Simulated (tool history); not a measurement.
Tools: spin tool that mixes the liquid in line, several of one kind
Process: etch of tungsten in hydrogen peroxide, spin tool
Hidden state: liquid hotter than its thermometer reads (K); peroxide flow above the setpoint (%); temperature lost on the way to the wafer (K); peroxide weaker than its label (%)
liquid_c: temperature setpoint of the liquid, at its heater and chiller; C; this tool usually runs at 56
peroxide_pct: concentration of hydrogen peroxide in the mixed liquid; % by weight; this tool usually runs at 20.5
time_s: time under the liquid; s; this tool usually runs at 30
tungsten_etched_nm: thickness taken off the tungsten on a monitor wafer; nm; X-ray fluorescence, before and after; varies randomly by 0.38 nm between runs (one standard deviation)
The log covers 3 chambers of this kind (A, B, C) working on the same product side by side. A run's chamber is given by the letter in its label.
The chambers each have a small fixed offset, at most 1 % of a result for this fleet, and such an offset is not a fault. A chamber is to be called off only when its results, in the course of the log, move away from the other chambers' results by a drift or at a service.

run	hour	liquid_c	peroxide_pct	time_s	hours since the thermometer was replaced	hours since the peroxide flow meter was replaced	hours since the heated supply line was repaired	hours since the drum of peroxide was connected	read-back film thickness of the tungsten reference wafer, read on the same gauge (nm)	tungsten_etched_nm
1A	6.4	56	20.5	30	1222.8	1325.6	514.4	193.6	80.012	39.792
2B	15.1	56	20.5	30	398.7	550.4	395.1	537.2	79.994	39.965
3C	22.4	56	20.5	30	1138.8	843.3	640.5	677.4	80.019	40.126
4B	31.3	56	20.5	30	414.9	566.6	411.3	553.4	79.978	39.374
5A	39.8	56	20.5	30	1256.2	1359.0	547.8	227.0	79.994	39.895
# hour 41.2: chamber C: heated supply line repaired
6C	45.8	56	20.5	30	1162.2	866.7	4.6	700.8	80.001	39.737
7A	50.7	56	20.5	30	1267.1	1369.9	558.7	237.9	79.972	39.902
8B	60.5	56	20.5	30	444.1	595.8	440.5	582.6	80.024	39.274
9C	67.0	56	20.5	30	1183.4	887.9	25.8	722.0	80.008	40.455
10B	71.4	61	17.5	30	455.0	606.7	451.4	593.5	79.977	48.460
11C	78.4	61	17.5	30	1194.8	899.3	37.2	733.4	80.067	50.269
12A	87.4	61	17.5	30	1303.8	1406.6	595.4	274.6	80.032	48.408
13B	94.2	56	20.5	30	477.8	629.5	474.2	616.3	79.981	40.033
# hour 95.5: chamber C: new drum of peroxide connected
14C	101.5	56	20.5	30	1217.9	922.4	60.3	6.0	79.994	40.627
15A	110.6	56	20.5	30	1327.0	1429.8	618.6	297.8	79.994	39.632
16B	115.8	56	24.0	30	499.4	651.1	495.8	637.9	79.987	42.426
17C	123.7	56	24.0	30	1240.1	944.6	82.5	28.2	80.024	44.838
18A	130.8	56	24.0	30	1347.2	1450.0	638.8	318.0	79.965	42.831
19A	137.2	56	20.5	30	1353.6	1456.4	645.2	324.4	80.008	39.814
20B	141.9	56	20.5	30	525.5	677.2	521.9	664.0	79.978	39.689
21C	147.9	56	20.5	30	1264.3	968.8	106.7	52.4	79.989	42.082
22C	155.0	56	20.5	30	1271.4	975.9	113.8	59.5	79.977	41.776
23B	162.0	56	20.5	30	545.6	697.3	542.0	684.1	80.007	39.330
24A	171.2	60	25.5	30	1387.6	1490.4	679.2	358.4	79.959	56.249
25C	176.7	60	25.5	30	1293.1	997.6	135.5	81.2	79.997	59.742
# hour 177.7: chamber B: heated supply line repaired
26B	184.9	60	25.5	30	568.5	720.2	7.3	707.0	79.984	55.885
27A	190.2	56	20.5	30	1406.6	1509.4	698.2	377.4	80.014	39.236
28A	194.9	56	20.5	30	1411.3	1514.1	702.9	382.1	79.990	39.884
29B	203.7	56	20.5	30	587.3	739.0	26.1	725.8	79.981	39.061
30C	211.8	56	20.5	30	1328.2	1032.7	170.6	116.3	80.013	41.413
31C	217.2	56	20.5	30	1333.6	1038.1	176.0	121.7	80.009	42.318
32B	225.2	56	16.0	20	608.8	760.5	47.6	747.3	80.001	23.019
33A	231.2	56	16.0	20	1447.6	1550.4	739.2	418.4	79.968	23.448
34B	235.6	56	16.0	20	619.2	770.9	58.0	757.7	80.025	23.074
35C	241.2	56	20.5	30	1357.6	1062.1	200.0	145.7	79.971	43.053
36A	248.8	56	20.5	30	1465.2	1568.0	756.8	436.0	80.015	39.925
37C	258.6	56	20.5	30	1375.0	1079.5	217.4	163.1	80.060	43.390
38A	266.9	56	20.5	30	1483.3	1586.1	774.9	454.1	80.026	38.966

Read the log: is a single chamber off, either drifting away or since a service, is the gauge that measures every chamber drifting, or is nothing wrong beyond small per-chamber offsets? Name any odd chamber and what most likely caused it.

Little by little, chamber C moves away from the other chambers.
Cause: liquid hotter than its thermometer reads (K) = 1.13.
The log might look much the same if the cause were instead: peroxide flow above the setpoint (%).

Chamber C could run next with any of the 4 candidate recipes listed below; each alters the usual settings, and their results appear as question marks. Which one brings its results back in line with what the other chambers deliver on the usual settings?
In line here means within this much of the mean the other chambers give on the usual settings: tungsten_etched_nm 1.300 nm
39C-1	274.1	55.5	20.5	30						?
39C-2	274.1	57.5	20.5	30						?
39C-3	274.1	56.5	20.5	30						?
39C-4	274.1	54.5	20.5	30						?

Other chambers, usual settings, mean: tungsten_etched_nm 39.587 nm
run	tungsten_etched_nm
39C-1	42.203
39C-2	47.509
39C-3	44.799
39C-4	39.767
39C-4 puts the chamber back in line with the other chambers.
